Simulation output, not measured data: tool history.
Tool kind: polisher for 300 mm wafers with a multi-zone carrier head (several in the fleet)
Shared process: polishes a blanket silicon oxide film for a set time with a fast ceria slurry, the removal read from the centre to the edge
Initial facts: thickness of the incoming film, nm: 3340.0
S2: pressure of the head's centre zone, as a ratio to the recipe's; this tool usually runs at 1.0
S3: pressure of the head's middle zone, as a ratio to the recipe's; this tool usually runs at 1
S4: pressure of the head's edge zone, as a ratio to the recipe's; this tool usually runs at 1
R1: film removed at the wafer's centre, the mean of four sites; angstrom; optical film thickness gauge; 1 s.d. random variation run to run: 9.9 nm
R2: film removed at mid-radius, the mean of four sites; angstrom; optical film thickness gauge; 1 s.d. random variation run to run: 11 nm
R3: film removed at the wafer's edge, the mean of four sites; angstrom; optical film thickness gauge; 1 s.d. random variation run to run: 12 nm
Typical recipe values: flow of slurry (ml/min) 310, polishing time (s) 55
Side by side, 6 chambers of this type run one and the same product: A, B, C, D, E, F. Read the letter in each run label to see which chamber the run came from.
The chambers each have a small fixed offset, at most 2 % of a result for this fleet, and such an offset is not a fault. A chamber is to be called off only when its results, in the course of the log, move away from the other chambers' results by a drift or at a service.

{"hour": 1.2, "done": "chamber C: worn pad replaced by a new one"}
{"run": "1B", "hour": 8.5, "flow of slurry (ml/min)": 310, "S2": 1.0, "S3": 1, "S4": 1, "polishing time (s)": 55, "R1": 9612.5, "R2": 9557.7, "R3": 9497.2}
{"run": "2C", "hour": 20.4, "flow of slurry (ml/min)": 310, "S2": 1.0, "S3": 1, "S4": 1, "polishing time (s)": 55, "R1": 9738.8, "R2": 9542.7, "R3": 9425.8}
{"run": "3F", "hour": 31.3, "flow of slurry (ml/min)": 310, "S2": 1.0, "S3": 1, "S4": 1, "polishing time (s)": 55, "R1": 9285.2, "R2": 9581.6, "R3": 9696.5}
{"hour": 33.7, "done": "chamber D: worn pad replaced by a new one"}
{"hour": 36.3, "done": "chamber F: worn pad replaced by a new one"}
{"run": "4E", "hour": 38.5, "flow of slurry (ml/min)": 310, "S2": 1.0, "S3": 1, "S4": 1, "polishing time (s)": 55, "R1": 9520.5, "R2": 9441.2, "R3": 9339.0}
{"run": "5D", "hour": 45.0, "flow of slurry (ml/min)": 310, "S2": 1.0, "S3": 1, "S4": 1, "polishing time (s)": 55, "R1": 9694.3, "R2": 9610.6, "R3": 9750.6}
{"run": "6A", "hour": 52.4, "flow of slurry (ml/min)": 310, "S2": 1.0, "S3": 1, "S4": 1, "polishing time (s)": 55, "R1": 9475.5, "R2": 9817.3, "R3": 9759.6}
{"run": "7E", "hour": 62.5, "flow of slurry (ml/min)": 310, "S2": 1.0, "S3": 1, "S4": 1, "polishing time (s)": 55, "R1": 9460.3, "R2": 9507.7, "R3": 9584.1}
{"run": "8A", "hour": 72.6, "flow of slurry (ml/min)": 310, "S2": 1.0, "S3": 1, "S4": 1, "polishing time (s)": 55, "R1": 9592.4, "R2": 9526.4, "R3": 9863.4}
{"hour": 72.7, "done": "chamber C: worn pad replaced by a new one"}
{"hour": 75.8, "done": "chamber E: edge zone pressure recalibrated"}
{"hour": 80.8, "done": "chamber B: worn pad replaced by a new one"}
{"run": "9C", "hour": 83.9, "flow of slurry (ml/min)": 310, "S2": 1.0, "S3": 1, "S4": 1, "polishing time (s)": 55, "R1": 9680.4, "R2": 9768.0, "R3": 9565.0}
{"hour": 86.7, "done": "chamber A: worn pad replaced by a new one"}
{"run": "10B", "hour": 96.4, "flow of slurry (ml/min)": 265, "S2": 1.0, "S3": 1, "S4": 1, "polishing time (s)": 55, "R1": 9492.7, "R2": 9483.5, "R3": 9506.4}
{"hour": 102.9, "done": "chamber B: centre zone pressure recalibrated"}
{"run": "11F", "hour": 107.8, "flow of slurry (ml/min)": 265, "S2": 1.0, "S3": 1, "S4": 1, "polishing time (s)": 55, "R1": 9368.4, "R2": 9236.7, "R3": 9368.3}
{"hour": 111.1, "done": "chamber E: centre zone pressure recalibrated"}
{"run": "12D", "hour": 116.4, "flow of slurry (ml/min)": 265, "S2": 1.0, "S3": 1, "S4": 1, "polishing time (s)": 55, "R1": 9308.8, "R2": 9364.9, "R3": 9522.6}
{"run": "13E", "hour": 128.2, "flow of slurry (ml/min)": 265, "S2": 1.0, "S3": 1, "S4": 1, "polishing time (s)": 55, "R1": 9154.4, "R2": 9041.0, "R3": 8986.0}
{"hour": 136.4, "done": "chamber F: worn pad replaced by a new one"}
{"run": "14F", "hour": 139.4, "flow of slurry (ml/min)": 265, "S2": 1.0, "S3": 1, "S4": 1, "polishing time (s)": 55, "R1": 9396.7, "R2": 9362.1, "R3": 9532.2}
{"run": "15B", "hour": 145.0, "flow of slurry (ml/min)": 265, "S2": 1.0, "S3": 1, "S4": 1, "polishing time (s)": 55, "R1": 9482.5, "R2": 9519.5, "R3": 9512.6}
{"hour": 145.9, "done": "chamber C: worn pad replaced by a new one"}
{"run": "16A", "hour": 155.9, "flow of slurry (ml/min)": 310, "S2": 1.0, "S3": 1, "S4": 1, "polishing time (s)": 55, "R1": 9645.3, "R2": 9508.0, "R3": 9694.8}
{"run": "17C", "hour": 164.3, "flow of slurry (ml/min)": 310, "S2": 1.0, "S3": 1, "S4": 1, "polishing time (s)": 55, "R1": 9906.2, "R2": 9801.8, "R3": 9676.4}
{"hour": 166.8, "done": "chamber C: edge zone pressure recalibrated"}
{"run": "18D", "hour": 172.9, "flow of slurry (ml/min)": 310, "S2": 1.0, "S3": 1, "S4": 1, "polishing time (s)": 55, "R1": 9553.8, "R2": 9736.2, "R3": 9347.6}
{"run": "19C", "hour": 178.3, "flow of slurry (ml/min)": 310, "S2": 1.0, "S3": 1, "S4": 1, "polishing time (s)": 55, "R1": 9665.0, "R2": 9485.0, "R3": 9474.0}
{"run": "20E", "hour": 188.2, "flow of slurry (ml/min)": 310, "S2": 1.0, "S3": 1, "S4": 1, "polishing time (s)": 64, "R1": 10520.0, "R2": 10733.0, "R3": 10520.0}
{"hour": 188.8, "done": "chamber D: worn pad replaced by a new one"}
{"hour": 189.3, "done": "chamber B: worn pad replaced by a new one"}
{"hour": 193.0, "done": "chamber B: slurry nozzle cleaned"}
{"run": "21B", "hour": 193.7, "flow of slurry (ml/min)": 310, "S2": 1.0, "S3": 1, "S4": 1, "polishing time (s)": 64, "R1": 11319.0, "R2": 11203.0, "R3": 10976.0}
{"run": "22A", "hour": 200.2, "flow of slurry (ml/min)": 310, "S2": 1.0, "S3": 1, "S4": 1, "polishing time (s)": 64, "R1": 11128.0, "R2": 11248.0, "R3": 11501.0}
{"hour": 208.8, "done": "chamber F: edge zone pressure recalibrated"}
{"run": "23F", "hour": 211.0, "flow of slurry (ml/min)": 310, "S2": 1.0, "S3": 1, "S4": 1, "polishing time (s)": 64, "R1": 11068.0, "R2": 11091.0, "R3": 11205.0}
{"hour": 217.0, "done": "chamber F: worn pad replaced by a new one"}
{"run": "24D", "hour": 222.8, "flow of slurry (ml/min)": 310, "S2": 1.0, "S3": 1, "S4": 1, "polishing time (s)": 64, "R1": 11134.0, "R2": 11128.0, "R3": 11022.0}
{"hour": 226.2, "done": "chamber D: slurry nozzle cleaned"}
{"hour": 228.0, "done": "chamber C: worn pad replaced by a new one"}
{"run": "25A", "hour": 230.0, "flow of slurry (ml/min)": 310, "S2": 1.0, "S3": 1, "S4": 1, "polishing time (s)": 64, "R1": 11251.0, "R2": 11038.0, "R3": 11383.0}
{"hour": 233.2, "done": "chamber A: worn pad replaced by a new one"}
{"run": "26C", "hour": 236.9, "flow of slurry (ml/min)": 310, "S2": 1.0, "S3": 1, "S4": 1, "polishing time (s)": 55, "R1": 9667.5, "R2": 9603.9, "R3": 9543.1}
{"run": "27D", "hour": 245.2, "flow of slurry (ml/min)": 310, "S2": 1.0, "S3": 1, "S4": 1, "polishing time (s)": 55, "R1": 9719.0, "R2": 9503.0, "R3": 9581.0}
{"run": "28F", "hour": 254.5, "flow of slurry (ml/min)": 310, "S2": 1.0, "S3": 1, "S4": 1, "polishing time (s)": 55, "R1": 9514.2, "R2": 9364.2, "R3": 9662.8}
{"hour": 261.5, "done": "chamber A: centre zone pressure recalibrated"}
{"run": "29B", "hour": 262.8, "flow of slurry (ml/min)": 310, "S2": 1.0, "S3": 1, "S4": 1, "polishing time (s)": 55, "R1": 9696.7, "R2": 9684.3, "R3": 9536.5}
{"run": "30E", "hour": 274.0, "flow of slurry (ml/min)": 310, "S2": 1.0, "S3": 1, "S4": 1, "polishing time (s)": 66, "R1": 10675.0, "R2": 10860.0, "R3": 10813.0}
{"run": "31D", "hour": 283.4, "flow of slurry (ml/min)": 310, "S2": 1.0, "S3": 1, "S4": 1, "polishing time (s)": 66, "R1": 11441.0, "R2": 11463.0, "R3": 11253.0}
{"hour": 288.4, "done": "chamber B: worn pad replaced by a new one"}
{"run": "32A", "hour": 289.3, "flow of slurry (ml/min)": 310, "S2": 1.0, "S3": 1, "S4": 1, "polishing time (s)": 66, "R1": 11472.0, "R2": 11481.0, "R3": 11606.0}
{"run": "33B", "hour": 295.1, "flow of slurry (ml/min)": 310, "S2": 1.0, "S3": 1, "S4": 1, "polishing time (s)": 66, "R1": 11681.0, "R2": 11406.0, "R3": 11443.0}
{"run": "34E", "hour": 301.3, "flow of slurry (ml/min)": 310, "S2": 1.0, "S3": 1, "S4": 1, "polishing time (s)": 66, "R1": 10746.0, "R2": 10663.0, "R3": 10502.0}
{"run": "35C", "hour": 310.6, "flow of slurry (ml/min)": 310, "S2": 1.0, "S3": 1, "S4": 1, "polishing time (s)": 66, "R1": 11568.0, "R2": 11492.0, "R3": 11410.0}
{"hour": 313.0, "done": "chamber F: worn pad replaced by a new one"}
{"hour": 314.1, "done": "chamber C: worn pad replaced by a new one"}
{"hour": 319.8, "done": "chamber B: edge zone pressure recalibrated"}
{"run": "36F", "hour": 321.5, "flow of slurry (ml/min)": 310, "S2": 1.0, "S3": 1, "S4": 1, "polishing time (s)": 55, "R1": 9536.2, "R2": 9427.1, "R3": 9694.4}
{"run": "37A", "hour": 328.3, "flow of slurry (ml/min)": 310, "S2": 1.0, "S3": 1, "S4": 1, "polishing time (s)": 55, "R1": 9540.2, "R2": 9732.0, "R3": 9677.6}
{"hour": 328.5, "done": "chamber D: worn pad replaced by a new one"}
{"run": "38E", "hour": 335.3, "flow of slurry (ml/min)": 310, "S2": 0.9, "S3": 1, "S4": 1, "polishing time (s)": 68, "R1": 9684.1, "R2": 11235.0, "R3": 10755.0}
{"run": "39D", "hour": 347.3, "flow of slurry (ml/min)": 310, "S2": 0.9, "S3": 1, "S4": 1, "polishing time (s)": 68, "R1": 10384.0, "R2": 12069.0, "R3": 11870.0}
{"hour": 352.8, "done": "chamber F: centre zone pressure recalibrated"}
{"run": "40B", "hour": 359.0, "flow of slurry (ml/min)": 310, "S2": 0.9, "S3": 1, "S4": 1, "polishing time (s)": 68, "R1": 10721.0, "R2": 12204.0, "R3": 11765.0}
{"run": "41C", "hour": 368.7, "flow of slurry (ml/min)": 310, "S2": 0.9, "S3": 1, "S4": 1, "polishing time (s)": 68, "R1": 10660.0, "R2": 11729.0, "R3": 11650.0}
{"run": "42F", "hour": 375.8, "flow of slurry (ml/min)": 310, "S2": 0.9, "S3": 1, "S4": 1, "polishing time (s)": 68, "R1": 10621.0, "R2": 11620.0, "R3": 11706.0}

What goes on in this fleet: one chamber off, a drifting gauge, or nothing beyond the chambers' own small offsets? Name the chamber and the cause, if any.

It is chamber E that slowly wanders off from its peers.
Cause: removal rate lost through wear of the pad, % = 8.28.

Chamber E could run next with any of the 4 candidate recipes listed below; each alters the usual settings, and their results appear as question marks. Which one brings its results back in line with what the other chambers deliver on the usual settings?
In line here means within this much of the mean the other chambers give on the usual settings: R1 350.0 angstrom; R2 400.0 angstrom; R3 410.0 angstrom
{"run": "43E-1", "hour": 384.8, "flow of slurry (ml/min)": 310, "S2": 1.0, "S3": 1.0, "S4": 1.0, "polishing time (s)": 53, "R1": "?", "R2": "?", "R3": "?"}
{"run": "43E-2", "hour": 384.8, "flow of slurry (ml/min)": 310, "S2": 1.0, "S3": 1.0, "S4": 1.0, "polishing time (s)": 57, "R1": "?", "R2": "?", "R3": "?"}
{"run": "43E-3", "hour": 384.8, "flow of slurry (ml/min)": 310, "S2": 1.0, "S3": 1.01, "S4": 0.99, "polishing time (s)": 50, "R1": "?", "R2": "?", "R3": "?"}
{"run": "43E-4", "hour": 384.8, "flow of slurry (ml/min)": 310, "S2": 1.0, "S3": 0.99, "S4": 1.01, "polishing time (s)": 60, "R1": "?", "R2": "?", "R3": "?"}

Average result of the remaining chambers running the usual settings: R1 9599.8 angstrom; R2 9612.6 angstrom; R3 9586.8 angstrom
run=43E-1 R1=8352.1 R2=8419.5 R3=8297.5
run=43E-2 R1=8982.5 R2=9054.9 R3=8923.7
run=43E-3 R1=7879.9 R2=8016.0 R3=7785.3
run=43E-4 R1=9454.5 R2=9443.8 R3=9444.2
It is 43E-4 that realigns the chamber with its peers.
